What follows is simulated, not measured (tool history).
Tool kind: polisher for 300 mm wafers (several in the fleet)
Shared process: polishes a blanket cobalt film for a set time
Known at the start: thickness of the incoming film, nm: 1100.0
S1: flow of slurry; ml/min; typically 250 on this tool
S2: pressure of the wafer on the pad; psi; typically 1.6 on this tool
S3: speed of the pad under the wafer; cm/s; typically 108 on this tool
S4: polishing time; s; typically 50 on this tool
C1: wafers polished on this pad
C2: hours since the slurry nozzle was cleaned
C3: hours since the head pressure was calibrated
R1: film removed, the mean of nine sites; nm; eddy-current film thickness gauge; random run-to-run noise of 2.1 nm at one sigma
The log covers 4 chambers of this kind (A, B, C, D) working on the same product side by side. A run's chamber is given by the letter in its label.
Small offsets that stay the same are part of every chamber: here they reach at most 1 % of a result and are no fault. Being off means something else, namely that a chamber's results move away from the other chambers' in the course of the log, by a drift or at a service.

run 1C hour=8 | S1=250 S2=1.6 S3=108 S4=50 | C1=211 C2=438.1 C3=483.3 | R1=241.23
-- hour=15.9 chamber A: worn pad replaced by a new one
run 2A hour=17.5 | S1=250 S2=1.6 S3=108 S4=50 | C1=19 C2=192.2 C3=214.7 | R1=247.2
run 3D hour=24 | S1=250 S2=1.6 S3=108 S4=50 | C1=363 C2=370.9 C3=931.6 | R1=239.79
-- hour=36.6 chamber B: worn pad replaced by a new one
run 4B hour=37.6 | S1=250 S2=1.6 S3=108 S4=50 | C1=12 C2=431.2 C3=719.7 | R1=243.33
run 5D hour=48.9 | S1=250 S2=1.6 S3=108 S4=50 | C1=655 C2=395.8 C3=956.5 | R1=244
-- hour=51.2 chamber C: worn pad replaced by a new one
run 6C hour=55 | S1=250 S2=1.6 S3=108 S4=50 | C1=44 C2=485.1 C3=530.3 | R1=242.54
-- hour=57.1 chamber D: worn pad replaced by a new one
run 7A hour=63.7 | S1=250 S2=1.6 S3=72 S4=50 | C1=561 C2=238.4 C3=260.9 | R1=160.41
run 8B hour=74.3 | S1=250 S2=1.6 S3=72 S4=50 | C1=443 C2=467.9 C3=756.4 | R1=161.31
run 9D hour=81.4 | S1=250 S2=1.6 S3=72 S4=50 | C1=286 C2=428.3 C3=989 | R1=161.4
run 10C hour=87.8 | S1=250 S2=1.6 S3=72 S4=50 | C1=430 C2=517.9 C3=563.1 | R1=163.47
-- hour=89.5 chamber A: worn pad replaced by a new one
-- hour=95 chamber B: worn pad replaced by a new one
run 11B hour=98.7 | S1=250 S2=1.6 S3=108 S4=50 | C1=44 C2=492.3 C3=780.8 | R1=244.82
-- hour=107.1 chamber D: slurry nozzle cleaned
run 12A hour=107.2 | S1=250 S2=1.6 S3=108 S4=50 | C1=208 C2=281.9 C3=304.4 | R1=241.62
-- hour=116.4 chamber D: worn pad replaced by a new one
run 13C hour=118.7 | S1=250 S2=1.6 S3=108 S4=50 | C1=792 C2=548.8 C3=594 | R1=242.52
-- hour=129.6 chamber C: worn pad replaced by a new one
run 14A hour=130.4 | S1=250 S2=1.6 S3=108 S4=50 | C1=480 C2=305.1 C3=327.6 | R1=245.63
run 15D hour=139.9 | S1=250 S2=1.6 S3=134 S4=67 | C1=276 C2=32.8 C3=1047.5 | R1=405.21
-- hour=150 chamber A: head pressure recalibrated
run 16B hour=150.4 | S1=250 S2=1.6 S3=134 S4=67 | C1=651 C2=544 C3=832.5 | R1=404.17
run 17A hour=158.1 | S1=250 S2=1.6 S3=134 S4=67 | C1=805 C2=332.8 C3=8.1 | R1=407.78
-- hour=162.8 chamber B: worn pad replaced by a new one
run 18D hour=171.8 | S1=250 S2=1.6 S3=134 S4=67 | C1=651 C2=64.7 C3=1079.4 | R1=410.61
run 19B hour=182.2 | S1=250 S2=1.6 S3=108 S4=50 | C1=228 C2=575.8 C3=864.3 | R1=241.22
-- hour=183.6 chamber A: worn pad replaced by a new one
-- hour=184.9 chamber D: worn pad replaced by a new one
run 20C hour=196.1 | S1=250 S2=1.6 S3=108 S4=50 | C1=781 C2=626.2 C3=671.4 | R1=242.09
-- hour=196.5 chamber C: worn pad replaced by a new one
-- hour=197.6 chamber A: slurry nozzle cleaned
run 21A hour=207 | S1=250 S2=1.6 S3=108 S4=50 | C1=275 C2=9.5 C3=57 | R1=243
run 22C hour=218.2 | S1=250 S2=1.6 S3=108 S4=50 | C1=255 C2=648.3 C3=693.5 | R1=244.11
run 23D hour=227.1 | S1=250 S2=1.6 S3=108 S4=50 | C1=495 C2=120 C3=1134.7 | R1=244.19
-- hour=228.1 chamber B: worn pad replaced by a new one
run 24B hour=235.5 | S1=250 S2=1.6 S3=108 S4=50 | C1=87 C2=629.1 C3=917.6 | R1=245.32
-- hour=242.2 chamber D: worn pad replaced by a new one
run 25C hour=246.4 | S1=250 S2=1.6 S3=108 S4=50 | C1=586 C2=676.5 C3=721.7 | R1=248.56
-- hour=252.8 chamber C: slurry nozzle cleaned
run 26B hour=256.9 | S1=250 S2=1.6 S3=108 S4=50 | C1=339 C2=650.5 C3=939 | R1=241.99
run 27D hour=270 | S1=250 S2=1.6 S3=108 S4=50 | C1=326 C2=162.9 C3=1177.6 | R1=244.01
-- hour=270.5 chamber C: worn pad replaced by a new one
-- hour=274.3 chamber A: worn pad replaced by a new one
run 28A hour=277.8 | S1=250 S2=1.6 S3=108 S4=50 | C1=42 C2=80.3 C3=127.8 | R1=240.69
-- hour=290.5 chamber B: worn pad replaced by a new one
run 29D hour=290.9 | S1=250 S2=1.6 S3=108 S4=50 | C1=572 C2=183.8 C3=1198.5 | R1=243.39
run 30A hour=297.4 | S1=250 S2=1.6 S3=108 S4=50 | C1=272 C2=99.9 C3=147.4 | R1=241.01
-- hour=302 chamber D: worn pad replaced by a new one
run 31C hour=306.8 | S1=250 S2=1.6 S3=108 S4=50 | C1=426 C2=54.1 C3=782.1 | R1=245.14
run 32B hour=315 | S1=295 S2=1.6 S3=108 S4=50 | C1=288 C2=708.6 C3=997.1 | R1=245.28
run 33D hour=322.9 | S1=295 S2=1.6 S3=108 S4=50 | C1=246 C2=215.8 C3=1230.5 | R1=245.23
run 34B hour=331.7 | S1=295 S2=1.6 S3=108 S4=50 | C1=484 C2=725.3 C3=1013.8 | R1=244.56

Next, all 4 chambers run the settings below, one line each with question marks for the results. What does each chamber give?
run 35A hour=341.6 | S1=250 S2=1.6 S3=108 S4=50 | R1=?
run 35B hour=341.6 | S1=250 S2=1.6 S3=108 S4=50 | R1=?
run 35C hour=341.6 | S1=250 S2=1.6 S3=108 S4=50 | R1=?
run 35D hour=341.6 | S1=250 S2=1.6 S3=108 S4=50 | R1=?

run=35A R1=243.84
run=35B R1=242.57
run=35C R1=245.35
run=35D R1=244.88
